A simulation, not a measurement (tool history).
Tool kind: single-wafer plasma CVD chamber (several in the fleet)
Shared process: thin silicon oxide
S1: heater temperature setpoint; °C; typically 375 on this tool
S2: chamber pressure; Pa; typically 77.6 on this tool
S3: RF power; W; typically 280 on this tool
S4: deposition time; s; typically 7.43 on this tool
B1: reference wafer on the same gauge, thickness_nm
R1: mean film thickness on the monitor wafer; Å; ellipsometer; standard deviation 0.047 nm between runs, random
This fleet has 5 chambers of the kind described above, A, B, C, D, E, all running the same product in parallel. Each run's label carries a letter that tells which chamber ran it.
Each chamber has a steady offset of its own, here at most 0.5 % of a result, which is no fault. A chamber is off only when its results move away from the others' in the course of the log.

Run 1E, hour 9.7: usual settings; B1 8.0138. Result: R1 97.07 Å.
Run 2A, hour 20.6: usual settings; B1 8.0183. Result: R1 96.363 Å.
Run 3C, hour 32: usual settings; B1 8.0234. Result: R1 97.732 Å.
Run 4D, hour 42.2: usual settings; B1 8.0145. Result: R1 95.677 Å.
Run 5B, hour 55.1: usual settings; B1 8.0194. Result: R1 97.289 Å.
Run 6C, hour 67.7: usual settings; B1 8.0253. Result: R1 97.608 Å.
Run 7E, hour 75.8: usual settings; B1 8.0254. Result: R1 97.159 Å.
At hour 82.3: chamber E: RF generator calibrated.
Run 8A, hour 87.3: usual settings but S1 380 °C, S4 7.96 s; B1 8.0195. Result: R1 102.45 Å.
Run 9B, hour 94.3: usual settings but S1 380 °C, S4 7.96 s; B1 8.028. Result: R1 103.24 Å.
Run 10D, hour 105: usual settings but S1 380 °C, S4 7.96 s; B1 8.0219. Result: R1 102.12 Å.
Run 11A, hour 112.5: usual settings but S1 380 °C, S4 7.96 s; B1 8.0139. Result: R1 102.84 Å.
Run 12B, hour 118.9: usual settings but S1 380 °C, S4 7.96 s; B1 8.0258. Result: R1 102.57 Å.
At hour 121: chamber A: thermocouple changed; heater temperature recalibrated.
Run 13E, hour 132: usual settings but S1 366 °C, S3 320 W; B1 8.0116. Result: R1 101.68 Å.
Run 14D, hour 138.5: usual settings but S1 366 °C, S3 320 W; B1 8.0265. Result: R1 102.1 Å.
At hour 139.8: chamber D: capacitance manometer re-zeroed and calibrated.
Run 15C, hour 147.5: usual settings but S1 366 °C, S3 320 W; B1 8.0237. Result: R1 102.87 Å.
Run 16B, hour 154.7: usual settings but S1 366 °C, S3 320 W; B1 8.0205. Result: R1 102.77 Å.
Run 17C, hour 169.1: usual settings but S1 366 °C, S3 320 W; B1 8.0205. Result: R1 103.52 Å.
Run 18D, hour 180.4: usual settings; B1 8.0159. Result: R1 95.809 Å.
At hour 188.8: chamber A: RF generator calibrated.
Run 19A, hour 191.1: usual settings but S1 387 °C; B1 8.0197. Result: R1 95.949 Å.
Run 20E, hour 205.3: usual settings but S1 387 °C; B1 8.0039. Result: R1 96.246 Å.
Run 21D, hour 211.7: usual settings but S1 387 °C; B1 8.0168. Result: R1 95.386 Å.
Run 22A, hour 221.1: usual settings but S1 387 °C; B1 8.0236. Result: R1 95.864 Å.
Run 23E, hour 231.5: usual settings but S1 387 °C; B1 8.0161. Result: R1 96.216 Å.
Run 24C, hour 238.1: usual settings; B1 8.0157. Result: R1 96.85 Å.
Run 25B, hour 249.7: usual settings; B1 8.02. Result: R1 98.544 Å.
Run 26B, hour 261.9: usual settings; B1 8.0206. Result: R1 100.08 Å.
Run 27A, hour 268.6: usual settings; B1 8.0186. Result: R1 96.565 Å.
Run 28C, hour 279.7: usual settings; B1 8.0186. Result: R1 96.752 Å.
Run 29D, hour 287.2: usual settings; B1 8.0269. Result: R1 97.447 Å.
Run 30E, hour 295.3: usual settings; B1 8.0146. Result: R1 96.853 Å.
Run 31E, hour 308.9: usual settings; B1 8.0137. Result: R1 97.049 Å.
Run 32C, hour 319.3: usual settings but S1 362 °C, S2 63.7 Pa; B1 8.0129. Result: R1 78.836 Å.
Run 33D, hour 329.5: usual settings but S1 362 °C, S2 63.7 Pa; B1 8.0188. Result: R1 77.221 Å.
Run 34A, hour 339.3: usual settings but S1 362 °C, S2 63.7 Pa; B1 8.0169. Result: R1 78.9 Å.
At hour 340: chamber B: thermocouple changed; heater temperature recalibrated.
Run 35B, hour 349.5: usual settings but S1 362 °C, S2 63.7 Pa; B1 8.0082. Result: R1 81.966 Å.
Run 36D, hour 362.7: usual settings but S1 362 °C, S2 63.7 Pa; B1 8.0184. Result: R1 76.953 Å.

Next, all 5 chambers run the settings below, one line each with question marks for the results. What does each chamber give?
Run 37A, hour 372.9: usual settings but S3 320 W. Result: R1 ?.
Run 37B, hour 372.9: usual settings but S3 320 W. Result: R1 ?.
Run 37C, hour 372.9: usual settings but S3 320 W. Result: R1 ?.
Run 37D, hour 372.9: usual settings but S3 320 W. Result: R1 ?.
Run 37E, hour 372.9: usual settings but S3 320 W. Result: R1 ?.

run      R1
37A  101.69
37B  107.09
37C   102.1
37D  101.51
37E  102.26
